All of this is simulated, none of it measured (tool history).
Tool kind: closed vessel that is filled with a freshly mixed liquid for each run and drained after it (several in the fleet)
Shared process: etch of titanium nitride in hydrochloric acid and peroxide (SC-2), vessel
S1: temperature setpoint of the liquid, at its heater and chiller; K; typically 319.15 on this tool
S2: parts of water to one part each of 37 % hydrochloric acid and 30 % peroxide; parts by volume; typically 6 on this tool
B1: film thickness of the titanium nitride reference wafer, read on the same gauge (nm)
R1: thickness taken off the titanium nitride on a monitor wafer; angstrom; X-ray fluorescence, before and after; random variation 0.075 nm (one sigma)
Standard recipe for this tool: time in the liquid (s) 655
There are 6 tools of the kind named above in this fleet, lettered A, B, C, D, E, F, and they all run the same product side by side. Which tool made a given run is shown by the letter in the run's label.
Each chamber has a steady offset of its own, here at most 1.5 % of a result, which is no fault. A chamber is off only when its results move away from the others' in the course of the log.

Run 1D, hour 9.8: usual settings; B1 99.986. Result: R1 149.36 angstrom.
At hour 19.6: chamber C: chemicals flow meter replaced.
Run 2F, hour 21.8: usual settings; B1 99.995. Result: R1 148.08 angstrom.
Run 3E, hour 30.2: usual settings; B1 100.02. Result: R1 145.63 angstrom.
Run 4C, hour 40.5: usual settings; B1 99.967. Result: R1 149.42 angstrom.
Run 5A, hour 51.4: usual settings but S2 8.5 parts by volume; B1 100. Result: R1 112.08 angstrom.
Run 6B, hour 59.9: usual settings but S2 8.5 parts by volume; B1 100.01. Result: R1 112 angstrom.
Run 7E, hour 74: usual settings but S2 8.5 parts by volume; B1 100.02. Result: R1 113.33 angstrom.
Run 8D, hour 80.7: usual settings but S2 8.5 parts by volume; B1 100.03. Result: R1 113.95 angstrom.
Run 9C, hour 95.7: usual settings but S2 8.5 parts by volume; B1 100. Result: R1 114.26 angstrom.
At hour 100.4: chamber F: new drum of peroxide connected.
Run 10B, hour 109.2: usual settings but S2 8.5 parts by volume; B1 99.999. Result: R1 112.22 angstrom.
Run 11A, hour 122.1: usual settings but S2 8 parts by volume, time in the liquid (s) 805; B1 100.01. Result: R1 144.4 angstrom.
Run 12F, hour 131.5: usual settings but S2 8 parts by volume, time in the liquid (s) 805; B1 100. Result: R1 144.35 angstrom.
Run 13F, hour 144.5: usual settings but S2 8 parts by volume, time in the liquid (s) 805; B1 99.965. Result: R1 145.48 angstrom.
Run 14E, hour 153: usual settings but S2 8 parts by volume, time in the liquid (s) 805; B1 99.974. Result: R1 147.35 angstrom.
Run 15B, hour 162: usual settings but S2 8 parts by volume, time in the liquid (s) 805; B1 99.988. Result: R1 143.63 angstrom.
Run 16D, hour 172.1: usual settings but S2 8 parts by volume, time in the liquid (s) 805; B1 100.02. Result: R1 147.06 angstrom.
Run 17C, hour 179.8: usual settings; B1 100.01. Result: R1 148.58 angstrom.
Run 18A, hour 186.4: usual settings; B1 100.02. Result: R1 146.96 angstrom.
Run 19C, hour 194.3: usual settings; B1 100.02. Result: R1 149.98 angstrom.
Run 20A, hour 207.1: usual settings; B1 100.02. Result: R1 148.38 angstrom.
At hour 218.9: chamber B: new drum of peroxide connected.
Run 21F, hour 221: usual settings but S1 315.65 K, time in the liquid (s) 370; B1 99.977. Result: R1 66.133 angstrom.
Run 22D, hour 229.2: usual settings but S1 315.65 K, time in the liquid (s) 370; B1 99.976. Result: R1 66.633 angstrom.
Run 23B, hour 236.2: usual settings but S1 315.65 K, time in the liquid (s) 370; B1 100. Result: R1 64.982 angstrom.
Run 24E, hour 250.6: usual settings but S1 315.65 K, time in the liquid (s) 370; B1 100.01. Result: R1 67.132 angstrom.
At hour 259.4: chamber F: chemicals flow meter replaced.
Run 25B, hour 263: usual settings but S1 315.65 K, time in the liquid (s) 370; B1 100.02. Result: R1 64.892 angstrom.
Run 26F, hour 274.9: usual settings but S1 315.65 K, time in the liquid (s) 370; B1 100.04. Result: R1 65.834 angstrom.
Run 27D, hour 287.3: usual settings; B1 99.995. Result: R1 148.91 angstrom.
Run 28A, hour 294.7: usual settings; B1 99.99. Result: R1 146.03 angstrom.
At hour 298.9: chamber E: new drum of peroxide connected.
Run 29C, hour 302.1: usual settings but S1 328.15 K; B1 99.946. Result: R1 270.12 angstrom.
Run 30E, hour 314.2: usual settings but S1 328.15 K; B1 99.958. Result: R1 278.37 angstrom.
Run 31C, hour 323.7: usual settings but S1 328.15 K; B1 99.995. Result: R1 267.38 angstrom.
Run 32A, hour 338: usual settings but S1 328.15 K; B1 99.977. Result: R1 270.95 angstrom.
Run 33E, hour 352.4: usual settings but S1 328.15 K; B1 99.963. Result: R1 280.17 angstrom.
Run 34B, hour 363.6: usual settings but S1 328.15 K; B1 99.984. Result: R1 271.03 angstrom.
Run 35D, hour 370.8: usual settings; B1 99.965. Result: R1 148.61 angstrom.
Run 36F, hour 384.4: usual settings; B1 99.957. Result: R1 148.5 angstrom.
Run 37C, hour 398.1: usual settings; B1 100. Result: R1 148.38 angstrom.

One chamber off, gauge drift, or nothing amiss beyond the chambers' own small offsets? If it is a chamber, which one, and what is the likeliest cause?

It is chamber E that slowly wanders off from its peers.
Cause: liquid hotter than its thermometer reads (K) = 0.848.
The log may not tell that from: chemicals flow above the setpoint (%).

Below are 4 candidate recipes for chamber E's next run, each the usual settings with a change, their results shown as question marks. Which of them brings E's results back in line with what the other chambers give on the usual settings?
A result is in line if it is within this distance of the other chambers' mean on the usual settings: R1 2.7 angstrom
Run 38E-1, hour 408.9: usual settings but time in the liquid (s) 600. Result: R1 ?.
Run 38E-2, hour 408.9: usual settings but time in the liquid (s) 715. Result: R1 ?.
Run 38E-3, hour 408.9: usual settings but time in the liquid (s) 690. Result: R1 ?.
Run 38E-4, hour 408.9: usual settings but S1 318.65 K, time in the liquid (s) 640. Result: R1 ?.

Mean of the other chambers on the usual settings: R1 148.06 angstrom
  run      R1
38E-1  143.43
38E-2  170.92
38E-3  164.95
38E-4  147.77
38E-4 is the one that brings the chamber's results back in line with the other chambers.
